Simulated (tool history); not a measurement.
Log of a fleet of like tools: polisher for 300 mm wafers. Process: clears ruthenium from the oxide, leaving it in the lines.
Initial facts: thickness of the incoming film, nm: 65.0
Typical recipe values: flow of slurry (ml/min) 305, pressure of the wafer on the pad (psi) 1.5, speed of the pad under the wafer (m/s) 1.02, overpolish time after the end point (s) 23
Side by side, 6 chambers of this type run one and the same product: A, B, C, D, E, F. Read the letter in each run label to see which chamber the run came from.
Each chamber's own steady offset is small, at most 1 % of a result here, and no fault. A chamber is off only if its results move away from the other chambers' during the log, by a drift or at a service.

| run | hour | flow of slurry (ml/min) | pressure of the wafer on the pad (psi) | speed of the pad under the wafer (m/s) | overpolish time after the end point (s) | time until the end point was called (s) |
|---|---|---|---|---|---|---|
| 1C | 4.6 | 305 | 1.5 | 1.02 | 23 | 77.308 |
| 2F | 9.2 | 305 | 1.5 | 1.02 | 23 | 80.075 |
| 3E | 14.9 | 305 | 1.5 | 1.02 | 23 | 78.227 |
| 4B | 17.8 | 305 | 1.5 | 1.02 | 23 | 80.024 |
| 5D | 24.1 | 305 | 1.5 | 1.02 | 23 | 80.131 |
| 6A | 27.8 | 305 | 1.5 | 1.02 | 23 | 79.999 |
| 7A | 34.1 | 305 | 1.5 | 1.02 | 23 | 78.406 |
|  | 39.1 | chamber E: worn pad replaced by a new one |
| 8B | 39.2 | 305 | 1.5 | 1.02 | 23 | 81.041 |
| 9D | 43.9 | 305 | 1.5 | 1.02 | 23 | 76.781 |
| 10E | 47.7 | 305 | 1.5 | 1.02 | 12 | 77.540 |
|  | 49.1 | chamber D: worn pad replaced by a new one |
| 11F | 54.0 | 305 | 1.5 | 1.02 | 12 | 81.547 |
| 12C | 57.6 | 305 | 1.5 | 1.02 | 12 | 78.124 |
| 13B | 61.7 | 305 | 1.5 | 1.02 | 12 | 79.755 |
|  | 65.3 | chamber A: worn pad replaced by a new one |
|  | 67.4 | chamber C: worn pad replaced by a new one |
| 14A | 67.9 | 305 | 1.5 | 1.02 | 12 | 77.271 |
| 15E | 72.0 | 305 | 1.5 | 1.02 | 12 | 79.495 |
| 16D | 75.2 | 305 | 1.5 | 1.02 | 23 | 77.906 |
| 17C | 80.7 | 305 | 1.5 | 1.02 | 23 | 77.994 |
| 18F | 83.8 | 305 | 1.5 | 1.02 | 23 | 80.360 |
| 19C | 87.6 | 380 | 1.8 | 1.02 | 23 | 63.965 |
| 20F | 92.9 | 380 | 1.8 | 1.02 | 23 | 65.861 |
|  | 93.3 | chamber F: worn pad replaced by a new one |
| 21D | 99.0 | 380 | 1.8 | 1.02 | 23 | 63.080 |
| 22B | 104.9 | 380 | 1.8 | 1.02 | 23 | 66.556 |
| 23E | 108.1 | 380 | 1.8 | 1.02 | 23 | 63.251 |
| 24A | 113.0 | 380 | 1.8 | 1.02 | 23 | 66.212 |
| 25B | 116.0 | 305 | 1.5 | 1.02 | 23 | 84.996 |
|  | 117.4 | chamber E: worn pad replaced by a new one |
| 26E | 118.9 | 305 | 1.5 | 1.02 | 23 | 77.523 |
| 27A | 121.9 | 305 | 1.5 | 1.02 | 23 | 80.712 |
| 28D | 128.6 | 305 | 1.5 | 1.02 | 23 | 77.865 |
| 29F | 131.5 | 305 | 1.5 | 1.02 | 23 | 80.025 |
| 30C | 134.8 | 305 | 1.5 | 1.02 | 23 | 78.586 |
|  | 140.0 | chamber D: worn pad replaced by a new one |
| 31A | 141.2 | 305 | 1.5 | 1.32 | 14 | 60.666 |
| 32D | 147.5 | 305 | 1.5 | 1.32 | 14 | 61.272 |
| 33B | 150.5 | 305 | 1.5 | 1.32 | 14 | 68.970 |
| 34F | 154.4 | 305 | 1.5 | 1.32 | 14 | 60.949 |
| 35C | 159.0 | 305 | 1.5 | 1.32 | 14 | 59.811 |
| 36E | 164.3 | 305 | 1.5 | 1.32 | 14 | 60.939 |

All 6 chambers run these settings next. Forecast each chamber's results:
| 37A | 169.1 | 305 | 1.5 | 1.02 | 23 | ? |
| 37B | 169.1 | 305 | 1.5 | 1.02 | 23 | ? |
| 37C | 169.1 | 305 | 1.5 | 1.02 | 23 | ? |
| 37D | 169.1 | 305 | 1.5 | 1.02 | 23 | ? |
| 37E | 169.1 | 305 | 1.5 | 1.02 | 23 | ? |
| 37F | 169.1 | 305 | 1.5 | 1.02 | 23 | ? |

| run | time until the end point was called (s) |
|---|---|
| 37A | 78.392 |
| 37B | 89.737 |
| 37C | 79.248 |
| 37D | 78.116 |
| 37E | 78.090 |
| 37F | 79.982 |

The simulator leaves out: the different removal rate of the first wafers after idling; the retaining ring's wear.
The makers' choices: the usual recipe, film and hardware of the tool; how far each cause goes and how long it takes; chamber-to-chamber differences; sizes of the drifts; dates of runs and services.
